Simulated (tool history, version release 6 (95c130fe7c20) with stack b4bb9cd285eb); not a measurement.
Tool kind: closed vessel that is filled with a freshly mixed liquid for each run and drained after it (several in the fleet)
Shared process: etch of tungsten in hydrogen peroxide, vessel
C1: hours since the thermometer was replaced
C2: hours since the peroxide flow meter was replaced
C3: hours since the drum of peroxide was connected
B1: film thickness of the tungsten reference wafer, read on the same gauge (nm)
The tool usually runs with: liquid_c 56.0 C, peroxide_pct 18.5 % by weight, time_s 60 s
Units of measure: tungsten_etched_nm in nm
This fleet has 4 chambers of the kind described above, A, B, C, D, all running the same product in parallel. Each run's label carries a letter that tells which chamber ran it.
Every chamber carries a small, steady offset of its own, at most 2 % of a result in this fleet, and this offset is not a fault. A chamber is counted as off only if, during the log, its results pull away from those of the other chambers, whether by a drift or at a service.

run 1B hour=5.4 | liquid_c=56.0 peroxide_pct=18.5 time_s=60 | C1=756.7 C2=1451.9 C3=545.9 | B1=100.010 | tungsten_etched_nm=230.86
run 2C hour=9.7 | liquid_c=56.0 peroxide_pct=18.5 time_s=60 | C1=612.2 C2=1805.6 C3=103.5 | B1=100.000 | tungsten_etched_nm=233.02
-- hour=15.5 chamber A: thermometer replaced
run 3A hour=17.0 | liquid_c=56.0 peroxide_pct=18.5 time_s=60 | C1=1.6 C2=2106.4 C3=232.1 | B1=100.040 | tungsten_etched_nm=235.01
run 4D hour=24.6 | liquid_c=56.0 peroxide_pct=18.5 time_s=60 | C1=1768.8 C2=880.9 C3=616.4 | B1=100.020 | tungsten_etched_nm=232.93
run 5C hour=29.2 | liquid_c=56.0 peroxide_pct=18.5 time_s=60 | C1=631.7 C2=1825.1 C3=123.0 | B1=99.987 | tungsten_etched_nm=233.82
run 6D hour=36.5 | liquid_c=56.0 peroxide_pct=18.5 time_s=60 | C1=1780.7 C2=892.8 C3=628.3 | B1=100.010 | tungsten_etched_nm=231.84
run 7A hour=42.0 | liquid_c=56.0 peroxide_pct=18.5 time_s=60 | C1=26.6 C2=2131.4 C3=257.1 | B1=99.980 | tungsten_etched_nm=234.51
run 8B hour=46.4 | liquid_c=56.0 peroxide_pct=18.5 time_s=60 | C1=797.7 C2=1492.9 C3=586.9 | B1=99.991 | tungsten_etched_nm=227.55
run 9B hour=52.0 | liquid_c=56.0 peroxide_pct=18.5 time_s=60 | C1=803.3 C2=1498.5 C3=592.5 | B1=100.020 | tungsten_etched_nm=229.95
run 10A hour=57.2 | liquid_c=56.0 peroxide_pct=18.5 time_s=60 | C1=41.8 C2=2146.6 C3=272.3 | B1=100.010 | tungsten_etched_nm=235.36
run 11C hour=61.2 | liquid_c=56.0 peroxide_pct=18.5 time_s=60 | C1=663.7 C2=1857.1 C3=155.0 | B1=99.982 | tungsten_etched_nm=236.67
run 12D hour=67.9 | liquid_c=56.0 peroxide_pct=18.5 time_s=60 | C1=1812.1 C2=924.2 C3=659.7 | B1=99.963 | tungsten_etched_nm=230.17
run 13A hour=75.4 | liquid_c=56.0 peroxide_pct=18.5 time_s=60 | C1=60.0 C2=2164.8 C3=290.5 | B1=100.030 | tungsten_etched_nm=235.36
run 14C hour=82.4 | liquid_c=56.0 peroxide_pct=18.5 time_s=60 | C1=684.9 C2=1878.3 C3=176.2 | B1=99.969 | tungsten_etched_nm=233.13
run 15D hour=87.4 | liquid_c=56.0 peroxide_pct=18.5 time_s=60 | C1=1831.6 C2=943.7 C3=679.2 | B1=100.030 | tungsten_etched_nm=231.34
run 16B hour=93.8 | liquid_c=56.0 peroxide_pct=18.5 time_s=60 | C1=845.1 C2=1540.3 C3=634.3 | B1=99.989 | tungsten_etched_nm=220.83
run 17C hour=98.0 | liquid_c=56.0 peroxide_pct=18.5 time_s=60 | C1=700.5 C2=1893.9 C3=191.8 | B1=100.030 | tungsten_etched_nm=235.65
run 18A hour=102.9 | liquid_c=56.0 peroxide_pct=18.5 time_s=60 | C1=87.5 C2=2192.3 C3=318.0 | B1=99.977 | tungsten_etched_nm=239.36
run 19D hour=108.5 | liquid_c=56.0 peroxide_pct=18.5 time_s=60 | C1=1852.7 C2=964.8 C3=700.3 | B1=99.989 | tungsten_etched_nm=233.61
-- hour=114.9 chamber D: new drum of peroxide connected
run 20B hour=116.4 | liquid_c=59.5 peroxide_pct=18.5 time_s=60 | C1=867.7 C2=1562.9 C3=656.9 | B1=100.000 | tungsten_etched_nm=267.51
run 21B hour=123.1 | liquid_c=59.5 peroxide_pct=18.5 time_s=60 | C1=874.4 C2=1569.6 C3=663.6 | B1=100.020 | tungsten_etched_nm=266.73
run 22A hour=129.7 | liquid_c=59.5 peroxide_pct=18.5 time_s=60 | C1=114.3 C2=2219.1 C3=344.8 | B1=99.993 | tungsten_etched_nm=293.44
run 23C hour=137.8 | liquid_c=59.5 peroxide_pct=18.5 time_s=60 | C1=740.3 C2=1933.7 C3=231.6 | B1=99.982 | tungsten_etched_nm=283.73
run 24D hour=142.1 | liquid_c=64.5 peroxide_pct=18.5 time_s=60 | C1=1886.3 C2=998.4 C3=27.3 | B1=99.972 | tungsten_etched_nm=373.59
run 25C hour=147.0 | liquid_c=64.5 peroxide_pct=18.5 time_s=60 | C1=749.5 C2=1942.9 C3=240.8 | B1=99.984 | tungsten_etched_nm=383.02
run 26D hour=152.9 | liquid_c=64.5 peroxide_pct=18.5 time_s=60 | C1=1897.1 C2=1009.2 C3=38.1 | B1=100.030 | tungsten_etched_nm=372.10

The same settings go to every chamber for the next run, one line per chamber below. Forecast the results for each:
run 27A hour=158.8 | liquid_c=56.0 peroxide_pct=18.5 time_s=60 | tungsten_etched_nm=?
run 27B hour=158.8 | liquid_c=56.0 peroxide_pct=18.5 time_s=60 | tungsten_etched_nm=?
run 27C hour=158.8 | liquid_c=56.0 peroxide_pct=18.5 time_s=60 | tungsten_etched_nm=?
run 27D hour=158.8 | liquid_c=56.0 peroxide_pct=18.5 time_s=60 | tungsten_etched_nm=?

run=27A tungsten_etched_nm=235.34
run=27B tungsten_etched_nm=211.19
run=27C tungsten_etched_nm=233.29
run=27D tungsten_etched_nm=232.34
